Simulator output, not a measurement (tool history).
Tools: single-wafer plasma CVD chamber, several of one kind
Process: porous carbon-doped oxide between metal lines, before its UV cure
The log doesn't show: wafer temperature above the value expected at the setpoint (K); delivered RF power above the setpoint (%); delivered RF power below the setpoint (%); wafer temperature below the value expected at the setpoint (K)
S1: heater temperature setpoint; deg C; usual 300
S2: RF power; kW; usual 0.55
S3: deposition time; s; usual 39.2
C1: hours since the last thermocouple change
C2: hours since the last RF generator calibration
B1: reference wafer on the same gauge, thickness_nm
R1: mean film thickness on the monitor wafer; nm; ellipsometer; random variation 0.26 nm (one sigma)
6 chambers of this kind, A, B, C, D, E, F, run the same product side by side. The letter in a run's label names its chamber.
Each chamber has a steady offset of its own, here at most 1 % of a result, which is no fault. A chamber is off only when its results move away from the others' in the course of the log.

run     day   S1     S2    S3      C1      C2      B1      R1
 1B   0.496  300   0.55  39.2   225.2  1187.9  211.99   224.9
 2A     0.8  300   0.55  39.2  2411.1     200  212.06  224.03
      1.096  -- chamber B: RF generator calibrated
 3F   1.238  300   0.55  39.2   744.9    1234  212.09  225.85
       1.75  -- chamber D: thermocouple changed; heater temperature recalibrated
 4E   1.817  300   0.55  39.2     233   341.4  212.12  224.29
 5D   2.217  300   0.55  39.2    11.2   738.1  212.12  225.68
 6C   2.704  300   0.55  39.2  1059.1   765.9  212.09  224.36
 7B   3.092  300   0.55  39.2   287.5      48  212.14  225.42
 8E   3.467  300   0.55  39.2   272.6     381   212.2  224.22
 9A   3.771  300   0.55  39.2  2482.4   271.3  212.16  224.25
10C   4.317  300   0.55  39.2  1097.8   804.6  212.22  224.89
11D   4.708  300    0.6  39.2      71   797.9  212.25  238.93
12F   5.158  300    0.6  39.2     839  1328.1  212.22  239.42
13A   5.708  300    0.6  39.2  2528.9   317.8  212.32  237.33
14D   6.088  300    0.6  39.2   104.1     831  212.32  238.72
15B   6.521  300    0.6  39.2   369.8   130.3  212.33  238.26
16E   7.129  300    0.6  39.2   360.5   468.9  212.34  238.14
17F   7.579  300   0.55  39.2   897.1  1386.2  212.41  225.63
18C    7.95  300   0.55  39.2    1185   891.8  212.35  225.25
19A   8.267  300   0.51  39.2  2590.3   379.2  212.46  213.84
20D   8.538  300   0.51  39.2   162.9   889.8  212.48  215.07
      8.696  -- chamber A: thermocouple changed; heater temperature recalibrated
21B   8.983  300   0.51  39.2   428.9   189.4  212.42  214.63
22F   9.292  300   0.51  39.2   938.2  1427.3  212.51  215.09
23C   9.592  300   0.51  39.2  1224.4   931.2   212.5  214.15
24E   9.975  300   0.51  39.2   428.8   537.2  212.52  213.36
25B  10.488  300   0.55  39.2     465   225.5  212.53  225.52
26F  10.971  287   0.55  39.2   978.5  1467.6  212.56  244.82
27D  11.567  287   0.55  39.2   235.6   962.5  212.53  244.76
28C  12.062  287   0.55  39.2  1283.7   990.5  212.64  243.37
29A  12.654  287   0.55  39.2    95.1   484.5  212.67  242.75
30E  13.117  287   0.55  39.2   504.2   612.6  212.68  242.97
31F  13.708  287   0.55  39.2  1044.2  1533.3  212.72  245.14
32D  14.196  300   0.55  39.2   298.7  1025.6  212.75  226.54
33E  14.612  300   0.55  39.2   540.1   648.5   212.8  224.99
34A  15.038  300   0.55  39.2   152.3   541.7  212.78  224.89
35B    15.4  300  0.495  39.2   582.9   343.4   212.8  210.48
36C  15.938  300  0.495  39.2  1376.7  1083.5  212.75  209.63
37A   16.55  300  0.495  39.2   188.6     578  212.83  209.38
38C  17.121  300  0.495  39.2  1405.1  1111.9  212.89  209.62
39F  17.533  300  0.495  39.2    1136  1625.1  212.87  211.26
40E  17.946  300  0.495  39.2   620.1   728.5  212.88  209.91
41B  18.317  300   0.55  39.2   652.9   413.4  212.98  226.07
42D   18.65  300   0.55  39.2   405.6  1132.5  212.97  226.34
43A  18.988  300   0.55  39.2   247.1   636.5  212.95  224.72

Next, every chamber runs the same settings. What will each give?
44A  19.433  291  0.55  39.2               ?
44B  19.433  291  0.55  39.2               ?
44C  19.433  291  0.55  39.2               ?
44D  19.433  291  0.55  39.2               ?
44E  19.433  291  0.55  39.2               ?
44F  19.433  291  0.55  39.2               ?

run      R1
44A  237.09
44B  238.53
44C  237.28
44D  238.87
44E  238.24
44F  238.82
